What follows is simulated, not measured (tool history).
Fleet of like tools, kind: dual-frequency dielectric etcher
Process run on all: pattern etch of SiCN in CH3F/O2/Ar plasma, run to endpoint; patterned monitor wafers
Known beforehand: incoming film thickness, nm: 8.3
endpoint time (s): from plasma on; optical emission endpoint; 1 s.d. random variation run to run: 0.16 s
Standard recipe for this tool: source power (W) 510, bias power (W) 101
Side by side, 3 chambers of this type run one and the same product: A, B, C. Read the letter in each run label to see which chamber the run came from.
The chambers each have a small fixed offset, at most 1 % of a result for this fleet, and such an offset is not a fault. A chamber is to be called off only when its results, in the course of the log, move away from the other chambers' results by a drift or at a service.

run    day  source power (W)  bias power (W)  hours since the last wet clean  hours since the last source power generator calibration  hours since the last bias power generator calibration  endpoint time (s)
 1C  0.171               510             101                           438.8                                                   2743.0                                                 3144.6             17.922
 2A  0.462               510             101                           301.2                                                   1304.3                                                 3155.4             17.607
 3B  0.625               510             101                           227.7                                                   1077.8                                                 1091.5             17.916
 4A  0.788               510             101                           309.0                                                   1312.1                                                 3163.2             17.436
 5B  0.971               510             101                           236.0                                                   1086.1                                                 1099.8             18.013
 6C  1.196               510             101                           463.4                                                   2767.6                                                 3169.2             17.900
 7C  1.458               510             101                           469.7                                                   2773.9                                                 3175.5             17.972
 8A  1.679               510             101                           330.4                                                   1333.5                                                 3184.6             17.796
 9B  1.967               510             101                           259.9                                                   1110.0                                                 1123.7             17.972
     2.008  -- chamber C: wet clean of the chamber
10B  2.221               510             101                           266.0                                                   1116.1                                                 1129.8             17.585
11A  2.412               510             101                           348.0                                                   1351.1                                                 3202.2             17.697
12C  2.608               510             101                            14.4                                                   2801.5                                                 3203.1             16.772
13A  2.775               510             101                           356.7                                                   1359.8                                                 3210.9             17.848
14C  3.029               510             101                            24.5                                                   2811.6                                                 3213.2             16.932
15B  3.204               510             101                           289.6                                                   1139.7                                                 1153.4             18.028
16A  3.375               510             101                           371.1                                                   1374.2                                                 3225.3             17.857
17C  3.567               510             101                            37.4                                                   2824.5                                                 3226.1             16.989
18B  3.721               630              77                           302.0                                                   1152.1                                                 1165.8             17.987
19B  3.858               630              77                           305.3                                                   1155.4                                                 1169.1             18.502
20A  4.138               630              77                           389.4                                                   1392.5                                                 3243.6             17.934
21C  4.392               510             101                            57.2                                                   2844.3                                                 3245.9             16.996
     4.625  -- chamber A: wet clean of the chamber
22B  4.625               510             101                           323.7                                                   1173.8                                                 1187.5             18.140
23A  4.808               510             101                             4.4                                                   1408.6                                                 3259.7             17.726
24C  5.029               450             109                            72.5                                                   2859.6                                                 3261.2             17.163
25B  5.238               450             109                           338.4                                                   1188.5                                                 1202.2             18.391

Next, all 3 chambers run the settings below, one line each with question marks for the results. What does each chamber give?
26A  5.450               510             101                                                                                                                                                                  ?
26B  5.450               510             101                                                                                                                                                                  ?
26C  5.450               510             101                                                                                                                                                                  ?

run  endpoint time (s)
26A             18.151
26B             18.061
26C             16.971
